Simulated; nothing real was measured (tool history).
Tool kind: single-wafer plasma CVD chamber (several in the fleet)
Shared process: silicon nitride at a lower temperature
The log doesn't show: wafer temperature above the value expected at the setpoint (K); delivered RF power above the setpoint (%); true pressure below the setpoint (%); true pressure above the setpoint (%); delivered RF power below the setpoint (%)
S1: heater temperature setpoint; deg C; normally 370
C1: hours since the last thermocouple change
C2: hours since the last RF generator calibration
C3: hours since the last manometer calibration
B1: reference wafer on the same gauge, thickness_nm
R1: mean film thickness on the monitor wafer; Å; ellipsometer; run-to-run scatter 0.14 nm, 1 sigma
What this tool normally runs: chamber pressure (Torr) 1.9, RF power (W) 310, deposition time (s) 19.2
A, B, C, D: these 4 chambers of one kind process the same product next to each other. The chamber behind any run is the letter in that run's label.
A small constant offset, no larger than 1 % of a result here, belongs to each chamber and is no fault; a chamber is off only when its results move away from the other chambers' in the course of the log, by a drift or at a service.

run 1A hour=3.3 | S1=370 chamber_pressure_(Torr)=1.9 RF_power_(W)=310 deposition_time_(s)=19.2 | C1=1906.0 C2=1045.3 C3=940.3 | B1=24.205 | R1=240.99
run 2C hour=7.8 | S1=370 chamber_pressure_(Torr)=1.9 RF_power_(W)=310 deposition_time_(s)=19.2 | C1=867.4 C2=663.5 C3=711.8 | B1=24.206 | R1=243.14
run 3D hour=10.9 | S1=370 chamber_pressure_(Torr)=1.9 RF_power_(W)=310 deposition_time_(s)=19.2 | C1=503.0 C2=804.9 C3=441.2 | B1=24.184 | R1=239.06
run 4B hour=14.3 | S1=370 chamber_pressure_(Torr)=1.9 RF_power_(W)=310 deposition_time_(s)=19.2 | C1=62.6 C2=892.2 C3=1356.3 | B1=24.205 | R1=239.42
run 5A hour=17.1 | S1=370 chamber_pressure_(Torr)=1.9 RF_power_(W)=310 deposition_time_(s)=19.2 | C1=1919.8 C2=1059.1 C3=954.1 | B1=24.182 | R1=238.79
run 6B hour=20.8 | S1=370 chamber_pressure_(Torr)=1.9 RF_power_(W)=310 deposition_time_(s)=19.2 | C1=69.1 C2=898.7 C3=1362.8 | B1=24.198 | R1=237.02
run 7C hour=24.1 | S1=370 chamber_pressure_(Torr)=1.9 RF_power_(W)=310 deposition_time_(s)=19.2 | C1=883.7 C2=679.8 C3=728.1 | B1=24.204 | R1=241.15
run 8D hour=27.0 | S1=370 chamber_pressure_(Torr)=1.9 RF_power_(W)=310 deposition_time_(s)=19.2 | C1=519.1 C2=821.0 C3=457.3 | B1=24.175 | R1=239.04
run 9A hour=29.6 | S1=370 chamber_pressure_(Torr)=1.9 RF_power_(W)=310 deposition_time_(s)=19.2 | C1=1932.3 C2=1071.6 C3=966.6 | B1=24.179 | R1=241.36
run 10C hour=32.5 | S1=370 chamber_pressure_(Torr)=1.9 RF_power_(W)=310 deposition_time_(s)=19.2 | C1=892.1 C2=688.2 C3=736.5 | B1=24.205 | R1=239.58
run 11D hour=38.2 | S1=370 chamber_pressure_(Torr)=1.9 RF_power_(W)=310 deposition_time_(s)=19.2 | C1=530.3 C2=832.2 C3=468.5 | B1=24.204 | R1=239.54
run 12B hour=41.4 | S1=370 chamber_pressure_(Torr)=1.9 RF_power_(W)=310 deposition_time_(s)=19.2 | C1=89.7 C2=919.3 C3=1383.4 | B1=24.170 | R1=241.10
-- hour=45.8 chamber B: capacitance manometer re-zeroed and calibrated
run 13D hour=46.2 | S1=370 chamber_pressure_(Torr)=1.9 RF_power_(W)=310 deposition_time_(s)=19.2 | C1=538.3 C2=840.2 C3=476.5 | B1=24.255 | R1=236.17
run 14C hour=51.7 | S1=370 chamber_pressure_(Torr)=1.9 RF_power_(W)=310 deposition_time_(s)=19.2 | C1=911.3 C2=707.4 C3=755.7 | B1=24.193 | R1=239.34
run 15B hour=55.0 | S1=370 chamber_pressure_(Torr)=1.9 RF_power_(W)=310 deposition_time_(s)=19.2 | C1=103.3 C2=932.9 C3=9.3 | B1=24.228 | R1=239.21
run 16A hour=58.1 | S1=370 chamber_pressure_(Torr)=1.9 RF_power_(W)=310 deposition_time_(s)=19.2 | C1=1960.8 C2=1100.1 C3=995.1 | B1=24.212 | R1=242.34
run 17A hour=61.5 | S1=370 chamber_pressure_(Torr)=1.9 RF_power_(W)=310 deposition_time_(s)=19.2 | C1=1964.2 C2=1103.5 C3=998.5 | B1=24.198 | R1=239.92
run 18B hour=64.8 | S1=370 chamber_pressure_(Torr)=1.9 RF_power_(W)=310 deposition_time_(s)=19.2 | C1=113.1 C2=942.7 C3=19.1 | B1=24.169 | R1=236.66
run 19C hour=70.5 | S1=370 chamber_pressure_(Torr)=1.9 RF_power_(W)=310 deposition_time_(s)=19.2 | C1=930.1 C2=726.2 C3=774.5 | B1=24.187 | R1=239.65
run 20D hour=73.8 | S1=370 chamber_pressure_(Torr)=1.9 RF_power_(W)=310 deposition_time_(s)=19.2 | C1=565.9 C2=867.8 C3=504.1 | B1=24.233 | R1=237.99
run 21D hour=78.4 | S1=370 chamber_pressure_(Torr)=1.9 RF_power_(W)=310 deposition_time_(s)=19.2 | C1=570.5 C2=872.4 C3=508.7 | B1=24.208 | R1=238.51
run 22B hour=84.0 | S1=370 chamber_pressure_(Torr)=1.9 RF_power_(W)=310 deposition_time_(s)=19.2 | C1=132.3 C2=961.9 C3=38.3 | B1=24.191 | R1=238.76
run 23A hour=89.1 | S1=370 chamber_pressure_(Torr)=1.9 RF_power_(W)=330 deposition_time_(s)=15.8 | C1=1991.8 C2=1131.1 C3=1026.1 | B1=24.238 | R1=207.32
run 24C hour=93.9 | S1=370 chamber_pressure_(Torr)=1.9 RF_power_(W)=330 deposition_time_(s)=15.8 | C1=953.5 C2=749.6 C3=797.9 | B1=24.207 | R1=207.39
run 25B hour=97.1 | S1=370 chamber_pressure_(Torr)=1.9 RF_power_(W)=330 deposition_time_(s)=15.8 | C1=145.4 C2=975.0 C3=51.4 | B1=24.176 | R1=204.58
run 26C hour=102.2 | S1=370 chamber_pressure_(Torr)=1.9 RF_power_(W)=330 deposition_time_(s)=15.8 | C1=961.8 C2=757.9 C3=806.2 | B1=24.245 | R1=204.89
run 27A hour=107.7 | S1=370 chamber_pressure_(Torr)=1.9 RF_power_(W)=310 deposition_time_(s)=19.2 | C1=2010.4 C2=1149.7 C3=1044.7 | B1=24.212 | R1=241.83
run 28D hour=110.2 | S1=370 chamber_pressure_(Torr)=1.9 RF_power_(W)=310 deposition_time_(s)=19.2 | C1=602.3 C2=904.2 C3=540.5 | B1=24.205 | R1=238.48
run 29B hour=113.1 | S1=370 chamber_pressure_(Torr)=1.9 RF_power_(W)=310 deposition_time_(s)=19.2 | C1=161.4 C2=991.0 C3=67.4 | B1=24.193 | R1=238.31
run 30A hour=117.2 | S1=370 chamber_pressure_(Torr)=1.9 RF_power_(W)=310 deposition_time_(s)=19.2 | C1=2019.9 C2=1159.2 C3=1054.2 | B1=24.205 | R1=240.44

Read the log: is a single chamber off, either drifting away or since a service, is the gauge that measures every chamber drifting, or is nothing wrong beyond small per-chamber offsets? Name any odd chamber and what most likely caused it.

No chamber stands off beyond its own small offset, and the gauge holds steady.
